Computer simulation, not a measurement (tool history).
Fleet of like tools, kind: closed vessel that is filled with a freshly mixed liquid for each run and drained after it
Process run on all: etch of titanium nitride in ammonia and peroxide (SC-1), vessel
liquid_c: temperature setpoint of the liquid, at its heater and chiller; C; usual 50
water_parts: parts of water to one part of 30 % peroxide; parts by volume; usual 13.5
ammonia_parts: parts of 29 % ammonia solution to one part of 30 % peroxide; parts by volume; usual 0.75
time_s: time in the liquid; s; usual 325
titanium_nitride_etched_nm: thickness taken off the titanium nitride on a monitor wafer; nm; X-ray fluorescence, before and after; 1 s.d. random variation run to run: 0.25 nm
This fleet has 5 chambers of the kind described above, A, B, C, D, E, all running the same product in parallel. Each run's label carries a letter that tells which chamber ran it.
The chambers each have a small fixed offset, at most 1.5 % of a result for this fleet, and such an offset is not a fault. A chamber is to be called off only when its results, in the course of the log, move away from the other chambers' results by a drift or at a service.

run   hour  liquid_c  water_parts  ammonia_parts  time_s  hours since the thermometer was replaced  hours since the ammonia flow meter was replaced  hours since the drum of ammonia solution was connected  read-back film thickness of the titanium nitride reference wafer, read on the same gauge (nm)  titanium_nitride_etched_nm
 1A      6        50         13.5           0.75     325                                     751.9                                            121.4                                                  1088.6                                                                                         29.988                       27.61
 2C   12.5        50         13.5           0.75     325                                    1085.1                                             76.8                                                   440.3                                                                                         30.011                      27.747
 3D   15.8        50         13.5           0.75     325                                    1447.4                                            540.1                                                    43.3                                                                                         30.007                      27.695
 4B   19.7        50         13.5           0.75     325                                     554.5                                            121.3                                                   230.3                                                                                         29.989                      28.125
      21.8  -- chamber A: new drum of ammonia solution connected
 5E   22.9        50         13.5           0.55     325                                     345.3                                             60.6                                                    60.8                                                                                         30.009                      26.027
 6D   30.3        50         13.5           0.55     325                                    1461.9                                            554.6                                                    57.8                                                                                         29.978                      26.271
 7E   37.6        50         13.5           0.55     325                                       360                                             75.3                                                    75.5                                                                                         29.986                      26.336
 8A   41.8        50         13.5           0.55     325                                     787.7                                            157.2                                                    20.1                                                                                         30.013                      25.973
 9B   46.5        50         13.5           0.55     325                                     581.3                                            148.1                                                   257.1                                                                                         30.001                      26.004
        50  -- chamber A: thermometer replaced
10C   51.5        50         13.5           0.75     325                                    1124.1                                            115.8                                                   479.3                                                                                         30.001                      27.988
11E   57.4        50         13.5           0.75     325                                     379.8                                             95.1                                                    95.3                                                                                         30.003                      27.523
12D   62.3        50         13.5           0.75     455                                    1493.9                                            586.6                                                    89.8                                                                                         29.993                      38.512
13B     66        50         13.5           0.75     455                                     600.8                                            167.6                                                   276.6                                                                                         29.996                      38.891
14C     71        50         13.5           0.75     455                                    1143.6                                            135.3                                                   498.8                                                                                         29.992                      38.895
15A   75.3        50         13.5           0.75     455                                      25.3                                            190.7                                                    53.6                                                                                         30.015                       38.66
16C   81.8        50         13.5           0.75     455                                    1154.4                                            146.1                                                   509.6                                                                                         30.006                      38.518
17B   87.6        50         13.5           0.75     325                                     622.4                                            189.2                                                   298.2                                                                                         30.001                      27.982
18D   91.3        50         13.5           0.75     325                                    1522.9                                            615.6                                                   118.8                                                                                          30.01                      28.566
19E   96.2        50         13.5           0.75     325                                     418.6                                            133.9                                                   134.1                                                                                         30.009                      27.636
20A  100.5        50         13.5           0.75     325                                      50.5                                            215.9                                                    78.8                                                                                         29.998                      27.184
21B  105.7        50         13.5           0.75     325                                     640.5                                            207.3                                                   316.3                                                                                         30.011                      27.902
22A    109        50         13.5           0.75     325                                        59                                            224.4                                                    87.3                                                                                         29.989                      27.472
23C  113.3        50         17.5              1     325                                    1185.9                                            177.6                                                   541.1                                                                                         30.009                      25.374
24E  120.4        50         17.5              1     325                                     442.8                                            158.1                                                   158.3                                                                                         29.988                      24.952
25D  126.2        50         17.5              1     325                                    1557.8                                            650.5                                                   153.7                                                                                         29.999                      26.348
26B  130.6        50         17.5              1     325                                     665.4                                            232.2                                                   341.2                                                                                         30.012                       25.27
27E  137.6        50         17.5              1     325                                       460                                            175.3                                                   175.5                                                                                         30.009                      24.557
28D  140.9        50         13.5           0.75     325                                    1572.5                                            665.2                                                   168.4                                                                                         30.019                      28.642
29A    148        50         13.5           0.75     325                                        98                                            263.4                                                   126.3                                                                                         29.999                      27.394
30C  153.8        50         13.5           0.75     325                                    1226.4                                            218.1                                                   581.6                                                                                         30.011                      28.019
31A  158.2        50         13.5           0.75     325                                     108.2                                            273.6                                                   136.5                                                                                         29.994                      27.333
     160.4  -- chamber B: new drum of ammonia solution connected
32B  163.5        50         13.5           0.75     325                                     698.3                                            265.1                                                     3.2                                                                                          30.01                      27.597
33C  168.5        50         13.5           0.75     325                                    1241.1                                            232.8                                                   596.3                                                                                         30.001                      27.198
34E  173.9        50         13.5           0.75     325                                     496.3                                            211.6                                                   211.8                                                                                         29.984                      27.498
35D  178.6        50         13.5           0.75     325                                    1610.2                                            702.9                                                   206.1                                                                                         29.981                      29.697
36B    185        50         13.5           0.75     325                                     719.8                                            286.6                                                    24.7                                                                                         29.997                      28.046
37C  190.5        56         13.5           0.75     325                                    1263.1                                            254.8                                                   618.3                                                                                         30.012                      41.219
38A  195.2        56         13.5           0.75     325                                     145.2                                            310.6                                                   173.5                                                                                         29.996                      41.411
39D  200.6        56         13.5           0.75     325                                    1632.2                                            724.9                                                   228.1                                                                                          29.98                      44.631
       202  -- chamber C: thermometer replaced
40E  206.8        56         13.5           0.75     325                                     529.2                                            244.5                                                   244.7                                                                                          29.98                      41.523
41A  211.2        56         13.5           0.75     325                                     161.2                                            326.6                                                   189.5                                                                                         30.006                       41.18
42C    216        50         13.5           0.75     325                                        14                                            280.3                                                   643.8                                                                                         30.018                      27.464
     220.1  -- chamber E: new drum of ammonia solution connected
43D  221.7        50         13.5           0.75     325                                    1653.3                                              746                                                   249.2                                                                                         29.999                      30.482
44E  228.1        50         13.5           0.75     325                                     550.5                                            265.8                                                       8                                                                                         30.009                       27.11

Is one chamber off against the others, does the gauge drift, or is nothing wrong? If a chamber is off, say which, and what the likeliest cause is.

One chamber, D, drifts off from the rest bit by bit.
Most likely cause: liquid hotter than its thermometer reads (K) = 1.38.

Here are 4 candidates for chamber D's next run, each the usual settings with a change, their results left as question marks. Which one brings its results back in line with what the others give on the usual settings?
In-line tolerance around the mean of the other chambers on the usual settings: titanium_nitride_etched_nm 0.89 nm
45D-1  233.4        50           13           0.75     350                                                                                                                                                                                                                                                                             ?
45D-2  233.4        50           14           0.75     300                                                                                                                                                                                                                                                                             ?
45D-3  233.4        50            9           0.75     325                                                                                                                                                                                                                                                                             ?
45D-4  233.4        50         14.5           0.75     280                                                                                                                                                                                                                                                                             ?

On the usual settings, the other chambers give on average: titanium_nitride_etched_nm 27.485 nm
  run  titanium_nitride_etched_nm
45D-1                      33.358
45D-2                      27.498
45D-3                      37.373
45D-4                      25.192
45D-2 brings the chamber back in line.
